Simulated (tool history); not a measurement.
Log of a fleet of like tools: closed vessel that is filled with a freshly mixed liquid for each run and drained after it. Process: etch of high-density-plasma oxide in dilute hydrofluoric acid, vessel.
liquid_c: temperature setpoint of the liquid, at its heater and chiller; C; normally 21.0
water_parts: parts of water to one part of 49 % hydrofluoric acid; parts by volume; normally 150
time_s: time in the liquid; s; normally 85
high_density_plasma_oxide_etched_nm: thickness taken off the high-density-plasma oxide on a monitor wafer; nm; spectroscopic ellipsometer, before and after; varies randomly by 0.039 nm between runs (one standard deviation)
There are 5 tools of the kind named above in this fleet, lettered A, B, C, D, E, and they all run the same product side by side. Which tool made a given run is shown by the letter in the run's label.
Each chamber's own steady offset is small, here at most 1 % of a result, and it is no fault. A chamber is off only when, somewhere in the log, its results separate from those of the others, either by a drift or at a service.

run,hour,liquid_c,water_parts,time_s,"read-back film thickness of the high-density-plasma oxide reference wafer, read on the same gauge (nm)",high_density_plasma_oxide_etched_nm
# hour 3.4: chamber D: thermometer replaced
1B,3.9,21.0,150,85,40.029,4.5710
# hour 10.5: chamber C: hydrofluoric acid flow meter replaced
2A,11.4,21.0,150,85,40.005,4.5694
3E,15.9,21.0,150,85,39.989,4.4859
4D,21.8,21.0,150,85,40.005,4.5241
5C,27.1,21.0,150,85,40.001,4.4757
6A,35.5,17.0,150,85,40.001,3.8465
7E,39.9,17.0,150,85,40.018,3.8318
8C,45.5,17.0,150,85,39.954,3.8605
9B,51.9,17.0,150,85,40.019,3.8020
10D,56.5,17.0,150,85,40.016,3.8721
11B,61.7,21.0,150,85,39.999,4.4302
12A,69.6,21.0,150,85,40.046,4.5165
13C,77.3,21.0,150,85,40.022,4.5188
14E,82.4,21.0,150,85,39.975,4.4912
15D,86.7,21.0,150,85,39.963,4.4913
16D,90.9,21.0,100,85,40.017,7.1478
17C,98.6,21.0,100,85,40.009,7.1732
18A,106.5,21.0,100,85,40.009,7.1755
19E,111.5,21.0,100,85,39.980,7.2373
20B,116.6,21.0,100,85,39.999,7.0903
21A,120.5,21.0,150,85,40.014,4.4307
22E,124.4,24.0,100,85,40.037,8.0882
23B,133.3,24.0,100,85,40.010,7.9456
24C,138.3,24.0,100,85,39.956,8.1136
25D,146.9,24.0,100,85,40.018,8.1209
26B,152.1,24.0,100,85,40.005,8.0061
27C,156.0,21.0,150,85,40.005,4.6155
28A,163.8,21.0,150,85,40.000,4.5301
29E,171.8,18.0,150,115,40.004,5.4448
30D,176.0,18.0,150,115,40.013,5.4044
31A,184.2,18.0,150,115,40.021,5.4676
32C,188.3,18.0,150,115,39.972,5.4404
33E,197.0,18.0,150,115,40.020,5.4447
34D,201.1,21.0,150,85,39.974,4.5858
35B,205.3,21.0,80,135,40.011,14.2670
36D,210.1,21.0,80,135,40.003,14.7550
37B,215.9,21.0,80,135,40.003,14.3100
38A,220.3,21.0,80,135,39.954,14.9620
39C,225.9,21.0,80,135,40.035,14.5380
40E,232.5,21.0,150,85,39.980,4.5018
41C,238.8,21.0,150,85,39.985,4.5721
42B,243.7,21.0,150,85,39.996,4.5367

Is one chamber off against the others, does the gauge drift, or is nothing wrong? If a chamber is off, say which, and what the likeliest cause is.

Neither any chamber nor the gauge drifts; the chambers differ only by their own small, steady offsets.
